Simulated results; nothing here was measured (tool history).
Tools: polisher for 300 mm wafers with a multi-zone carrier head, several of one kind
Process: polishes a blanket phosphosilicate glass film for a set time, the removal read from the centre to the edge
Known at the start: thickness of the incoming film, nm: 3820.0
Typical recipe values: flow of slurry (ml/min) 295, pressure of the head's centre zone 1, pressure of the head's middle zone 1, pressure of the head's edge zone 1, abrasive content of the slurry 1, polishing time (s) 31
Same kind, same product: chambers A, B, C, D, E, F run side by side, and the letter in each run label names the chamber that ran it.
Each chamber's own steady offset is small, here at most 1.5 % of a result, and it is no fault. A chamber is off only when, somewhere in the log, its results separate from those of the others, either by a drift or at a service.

run,hour,flow of slurry (ml/min),pressure of the head's centre zone,pressure of the head's middle zone,pressure of the head's edge zone,abrasive content of the slurry,polishing time (s),film removed at the wafer's centre (angstrom),film removed at mid-radius (angstrom),film removed at the wafer's edge (angstrom)
# hour 2.1: chamber B: centre zone pressure recalibrated
# hour 9.7: chamber A: worn pad replaced by a new one
1B,9.8,295,1,1,1,1,31,2562.3,2572,2594.5
2F,16.1,295,1,1,1,1,31,2582.3,2538.8,2563.4
# hour 23.2: chamber B: worn pad replaced by a new one
# hour 23.9: chamber C: worn pad replaced by a new one
3C,24.3,295,1,1,1,1,31,2617.9,2593.8,2600.8
4D,32.7,295,1,1,1,1,31,2612.5,2526.2,2571.1
# hour 38.9: chamber E: worn pad replaced by a new one
5E,39.1,295,1,1,1,1,31,2577.9,2539.9,2481.1
# hour 42.1: chamber F: worn pad replaced by a new one
6A,44.8,295,1,1,1,1,31,2565.4,2484,2576
# hour 48.7: chamber D: worn pad replaced by a new one
7C,54,295,1,1,1,1,31,2564.5,2541.5,2598.5
8E,62.6,295,1,1,1,0.85,31,2399.7,2327.7,2364.5
9B,69.2,295,1,1,1,0.85,31,2355.6,2333.9,2354.2
# hour 75: chamber A: worn pad replaced by a new one
10D,76.1,295,1,1,1,0.85,31,2438.9,2331.8,2353.1
11A,81.1,295,1,1,1,0.85,31,2380.6,2334.9,2354.3
12F,85.9,295,1,1,1,0.85,31,2409.9,2355.8,2363
# hour 91.5: chamber B: worn pad replaced by a new one
13F,93,295,1,1,1,0.85,31,2386,2395.3,2369.5
# hour 98.8: chamber C: edge zone pressure recalibrated
14D,102,295,1,1,1,1,31,2572.2,2529.5,2540.3
15E,111.2,210,1,1,1,1.1,31,2576.2,2563,2568.4
# hour 112.3: chamber B: slurry nozzle cleaned
# hour 116.8: chamber E: worn pad replaced by a new one
16C,117.5,210,1,1,1,1.1,31,2522.5,2595.1,2625.4
# hour 122: chamber A: slurry nozzle cleaned
17A,127.2,210,1,1,1,1.1,31,2540.6,2558.3,2589.2
# hour 130.4: chamber C: worn pad replaced by a new one
18B,136.7,210,1,1,1,1.1,31,2574.6,2556.5,2608.3
# hour 137.1: chamber F: edge zone pressure recalibrated
# hour 138.1: chamber F: worn pad replaced by a new one
# hour 140: chamber D: worn pad replaced by a new one
19A,142.4,210,1,1,1,1.1,31,2489.7,2612.1,2563.6
# hour 149.3: chamber E: slurry nozzle cleaned
# hour 149.5: chamber A: worn pad replaced by a new one
20D,150.7,210,1,1,1,1.1,31,2608.4,2593.2,2607
21C,156,295,1,1,1,1,31,2519.4,2587.4,2610.7
# hour 160.8: chamber D: edge zone pressure recalibrated
22F,163.1,295,1,1,1,1,31,2589.7,2588.6,2579
23E,168.9,295,1,1,1,1,31,2560.8,2485.6,2526.7
24B,173.6,295,1,1,1,1,31,2558.9,2550.7,2576.8
# hour 179.7: chamber B: worn pad replaced by a new one
25B,182.7,295,1,1,1,1,31,2584.6,2582.5,2579.1
26D,189.1,295,1,1,1,1,31,2592,2566.5,2547.5
27C,194.4,295,1,1,1,1,31,2563.5,2598.7,2607.2
28F,200.8,295,1,1,1,1,31,2545.5,2550.1,2562
29A,205.4,295,1,1,1,1,31,2527.4,2562.5,2582.2
# hour 214: chamber C: slurry nozzle cleaned
30E,215.1,295,1,1,1,1,31,2544.8,2518,2544.2
# hour 217.5: chamber E: worn pad replaced by a new one
# hour 218.7: chamber F: worn pad replaced by a new one
# hour 220.4: chamber D: worn pad replaced by a new one
31B,223.3,295,1,1,1,1,31,2545.9,2558.4,2583.5
# hour 225.9: chamber A: worn pad replaced by a new one
# hour 228.4: chamber E: edge zone pressure recalibrated
32D,230.3,295,1,1,1,1,31,2581.6,2570.3,2546.3
# hour 234.4: chamber C: worn pad replaced by a new one
33C,236.5,195,1,1,1,1,31,2440.8,2489.8,2538.9
34E,241.7,195,1,1,1,1,31,2449.9,2382.7,2445.5
# hour 246.6: chamber B: worn pad replaced by a new one
35A,248.3,195,1,1,1,1,31,2323,2470.3,2483.7
36F,255.9,195,1,1,1,1,31,2370.6,2399.9,2512.1
37A,260.2,195,1,1,1,1,31,2448,2484.2,2451.5
38B,265.3,195,1,1,1,1,31,2429.1,2489.1,2471.8
39E,273.6,295,1,1,1,1,31,2587.7,2507.5,2547.6
40D,280.8,295,1,1,1,1,31,2539.8,2553.6,2547.9
# hour 285: chamber C: centre zone pressure recalibrated
41F,290.2,295,1,1,1,1,31,2551.2,2579.3,2561.2
42C,295.5,295,1,1,1,1,31,2484.5,2599.7,2583.9

What goes on in this fleet: one chamber off, a drifting gauge, or nothing beyond the chambers' own small offsets? Name the chamber and the cause, if any.

Beyond each chamber's small constant offset nothing stands out, and the gauge stays steady.
